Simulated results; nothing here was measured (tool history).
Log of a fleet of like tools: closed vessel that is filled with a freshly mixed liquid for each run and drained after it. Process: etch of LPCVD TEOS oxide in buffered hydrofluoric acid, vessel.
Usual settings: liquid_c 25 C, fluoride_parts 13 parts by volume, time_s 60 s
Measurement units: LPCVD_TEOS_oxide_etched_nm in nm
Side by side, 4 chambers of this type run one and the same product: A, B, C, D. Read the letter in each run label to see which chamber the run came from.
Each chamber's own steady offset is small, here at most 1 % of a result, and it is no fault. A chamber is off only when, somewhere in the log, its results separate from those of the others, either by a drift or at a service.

run,hour,liquid_c,fluoride_parts,time_s,hours since the thermometer was replaced,hours since the hydrofluoric acid flow meter was replaced,"read-back film thickness of the LPCVD TEOS oxide reference wafer, read on the same gauge (nm)",LPCVD_TEOS_oxide_etched_nm
1D,5.7,25,13,60,320.2,1330,130.01,152.27
2C,10.5,25,13,60,865.9,774.7,130,152.71
3B,15.7,25,13,60,841.3,172.1,130,154.24
4A,22,25,13,60,388.5,1425.5,130.01,154.5
5B,26.5,25,13,60,852.1,182.9,129.97,154.24
6C,32.7,25,13,60,888.1,796.9,129.97,151.95
7A,38.4,25,13,75,404.9,1441.9,129.98,193.04
8D,41.9,25,13,75,356.4,1366.2,129.97,191.63
9D,48.2,25,13,75,362.7,1372.5,129.98,190.02
10B,54.9,25,13,75,880.5,211.3,129.98,190.23
11C,59.3,25,13,60,914.7,823.5,129.99,152.68
12A,64.4,25,13,60,430.9,1467.9,130,154.74
13C,71,25,15.5,60,926.4,835.2,130.04,129.53
14D,77.5,25,15.5,60,392,1401.8,130.04,128.3
15A,83.4,25,15.5,60,449.9,1486.9,130,130.27
16B,89,25,15.5,60,914.6,245.4,129.97,129.39
17A,93.3,25,13,60,459.8,1496.8,130.01,152.63
18C,97.2,23.5,15,60,952.6,861.4,129.97,121.38
19D,103.3,23.5,15,60,417.8,1427.6,129.98,120.66
20B,110.4,23.5,15,60,936,266.8,130.05,123.67
21D,114.2,23.5,15,60,428.7,1438.5,130.03,120.68
22C,118.1,25,13,60,973.5,882.3,130.03,152.17
23B,122.9,25,13,60,948.5,279.3,129.99,154.47
24A,129.8,25,13,60,496.3,1533.3,129.97,155.3
25D,136.4,25,13,60,450.9,1460.7,129.98,150.12
26A,143.3,25,13,60,509.8,1546.8,130.01,155.38
27B,150.2,28.5,13,60,975.8,306.6,130,184.56
28C,156.1,28.5,13,60,1011.5,920.3,130.03,183.5
29A,159.5,28.5,13,60,526,1563,129.96,185.64
30C,166.4,28.5,13,60,1021.8,930.6,130.02,186
31D,172.9,25,13,60,487.4,1497.2,130.02,148.5
32B,179.9,25,13,60,1005.5,336.3,130.01,153.91
33A,183.7,25,13,60,550.2,1587.2,129.99,153.63
34D,189.2,23,13,60,503.7,1513.5,129.99,132.48
35C,194.8,23,13,60,1050.2,959,130.02,138.31
36B,201,23,13,60,1026.6,357.4,129.97,139.11
37B,204.2,23,13,60,1029.8,360.6,130,138.08
38D,209,25,17,95,523.5,1533.3,130.04,181.1
39C,212.2,25,17,95,1067.6,976.4,129.99,186.77
40A,215.8,25,17,95,582.3,1619.3,129.99,188.97
41D,219.9,25,17,95,534.4,1544.2,129.97,180.22
42C,225,25,13,60,1080.4,989.2,130.01,151.75
43A,230.4,25,15.5,60,596.9,1633.9,130.01,130.48

Next, every chamber runs the same settings. What will each give?
44A,235.6,25,13,60,,,,?
44B,235.6,25,13,60,,,,?
44C,235.6,25,13,60,,,,?
44D,235.6,25,13,60,,,,?

run,LPCVD_TEOS_oxide_etched_nm
44A,153.37
44B,153.91
44C,152.3
44D,147.2
